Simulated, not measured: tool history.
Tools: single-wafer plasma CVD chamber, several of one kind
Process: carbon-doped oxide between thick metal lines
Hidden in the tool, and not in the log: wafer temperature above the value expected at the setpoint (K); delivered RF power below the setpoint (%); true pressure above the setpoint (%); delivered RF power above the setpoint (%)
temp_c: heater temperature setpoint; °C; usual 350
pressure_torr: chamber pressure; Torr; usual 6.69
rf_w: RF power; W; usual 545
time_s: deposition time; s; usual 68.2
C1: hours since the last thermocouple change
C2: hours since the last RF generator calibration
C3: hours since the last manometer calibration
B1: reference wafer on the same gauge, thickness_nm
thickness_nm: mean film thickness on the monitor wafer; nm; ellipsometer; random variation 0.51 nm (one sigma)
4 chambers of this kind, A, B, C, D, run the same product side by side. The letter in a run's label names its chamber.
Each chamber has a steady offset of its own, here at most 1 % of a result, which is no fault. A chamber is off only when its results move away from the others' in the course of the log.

run 1D hour=10.9 | temp_c=350 pressure_torr=6.69 rf_w=545 time_s=68.2 | C1=715.9 C2=349.8 C3=528.7 | B1=375.18 | thickness_nm=378.80
run 2A hour=17.6 | temp_c=350 pressure_torr=6.69 rf_w=545 time_s=68.2 | C1=229.4 C2=1207.3 C3=714.3 | B1=375.02 | thickness_nm=379.07
run 3B hour=25.5 | temp_c=350 pressure_torr=6.69 rf_w=545 time_s=68.2 | C1=183.3 C2=237.2 C3=2270.7 | B1=375.15 | thickness_nm=375.95
run 4C hour=36.1 | temp_c=350 pressure_torr=6.69 rf_w=545 time_s=68.2 | C1=1339.6 C2=918.8 C3=592.7 | B1=375.35 | thickness_nm=379.53
run 5B hour=45.9 | temp_c=350 pressure_torr=6.69 rf_w=545 time_s=68.2 | C1=203.7 C2=257.6 C3=2291.1 | B1=375.39 | thickness_nm=376.61
run 6A hour=51.2 | temp_c=350 pressure_torr=6.69 rf_w=545 time_s=68.2 | C1=263.0 C2=1240.9 C3=747.9 | B1=375.46 | thickness_nm=378.42
run 7D hour=61.3 | temp_c=350 pressure_torr=5.34 rf_w=500 time_s=68.2 | C1=766.3 C2=400.2 C3=579.1 | B1=375.43 | thickness_nm=350.59
run 8C hour=70.3 | temp_c=350 pressure_torr=5.34 rf_w=500 time_s=68.2 | C1=1373.8 C2=953.0 C3=626.9 | B1=375.63 | thickness_nm=351.62
run 9B hour=77.1 | temp_c=350 pressure_torr=5.34 rf_w=500 time_s=68.2 | C1=234.9 C2=288.8 C3=2322.3 | B1=375.69 | thickness_nm=347.60
run 10C hour=88.2 | temp_c=350 pressure_torr=5.34 rf_w=500 time_s=68.2 | C1=1391.7 C2=970.9 C3=644.8 | B1=375.77 | thickness_nm=351.85
run 11A hour=93.1 | temp_c=350 pressure_torr=6.69 rf_w=545 time_s=68.2 | C1=304.9 C2=1282.8 C3=789.8 | B1=375.83 | thickness_nm=379.76
run 12D hour=104.6 | temp_c=350 pressure_torr=6.69 rf_w=610 time_s=59.6 | C1=809.6 C2=443.5 C3=622.4 | B1=375.97 | thickness_nm=355.34
run 13D hour=110.4 | temp_c=350 pressure_torr=6.69 rf_w=610 time_s=59.6 | C1=815.4 C2=449.3 C3=628.2 | B1=376.16 | thickness_nm=356.16
run 14A hour=115.8 | temp_c=350 pressure_torr=6.69 rf_w=610 time_s=59.6 | C1=327.6 C2=1305.5 C3=812.5 | B1=376.06 | thickness_nm=355.07
run 15B hour=121.8 | temp_c=350 pressure_torr=6.69 rf_w=610 time_s=59.6 | C1=279.6 C2=333.5 C3=2367.0 | B1=376.08 | thickness_nm=353.38
run 16C hour=133.0 | temp_c=350 pressure_torr=6.69 rf_w=545 time_s=68.2 | C1=1436.5 C2=1015.7 C3=689.6 | B1=376.24 | thickness_nm=381.25
run 17A hour=138.0 | temp_c=350 pressure_torr=6.69 rf_w=545 time_s=68.2 | C1=349.8 C2=1327.7 C3=834.7 | B1=376.28 | thickness_nm=379.30
run 18D hour=145.5 | temp_c=350 pressure_torr=6.69 rf_w=545 time_s=68.2 | C1=850.5 C2=484.4 C3=663.3 | B1=376.37 | thickness_nm=381.20
run 19C hour=152.9 | temp_c=350 pressure_torr=6.69 rf_w=545 time_s=68.2 | C1=1456.4 C2=1035.6 C3=709.5 | B1=376.49 | thickness_nm=381.60
run 20B hour=163.7 | temp_c=350 pressure_torr=6.69 rf_w=545 time_s=68.2 | C1=321.5 C2=375.4 C3=2408.9 | B1=376.52 | thickness_nm=377.10
-- hour=164.1 chamber A: capacitance manometer re-zeroed and calibrated
run 21C hour=169.4 | temp_c=350 pressure_torr=6.69 rf_w=545 time_s=68.2 | C1=1472.9 C2=1052.1 C3=726.0 | B1=376.53 | thickness_nm=381.83
run 22B hour=180.2 | temp_c=350 pressure_torr=6.69 rf_w=545 time_s=68.2 | C1=338.0 C2=391.9 C3=2425.4 | B1=376.63 | thickness_nm=378.15
run 23D hour=185.4 | temp_c=350 pressure_torr=6.69 rf_w=545 time_s=68.2 | C1=890.4 C2=524.3 C3=703.2 | B1=376.81 | thickness_nm=380.36
run 24A hour=190.8 | temp_c=350 pressure_torr=6.69 rf_w=545 time_s=68.2 | C1=402.6 C2=1380.5 C3=26.7 | B1=376.73 | thickness_nm=380.76
run 25B hour=199.3 | temp_c=350 pressure_torr=6.69 rf_w=545 time_s=68.2 | C1=357.1 C2=411.0 C3=2444.5 | B1=376.79 | thickness_nm=377.91
run 26A hour=206.6 | temp_c=350 pressure_torr=6.69 rf_w=545 time_s=68.2 | C1=418.4 C2=1396.3 C3=42.5 | B1=376.78 | thickness_nm=380.16
run 27C hour=216.8 | temp_c=350 pressure_torr=6.69 rf_w=545 time_s=68.2 | C1=1520.3 C2=1099.5 C3=773.4 | B1=377.00 | thickness_nm=382.05

What goes on in this fleet: one chamber off, a drifting gauge, or nothing beyond the chambers' own small offsets? Name the chamber and the cause, if any.

The gauge drifts, so all chambers seem to drift together. No chamber is off.
Cause: gauge reads high (%) = 0.558.
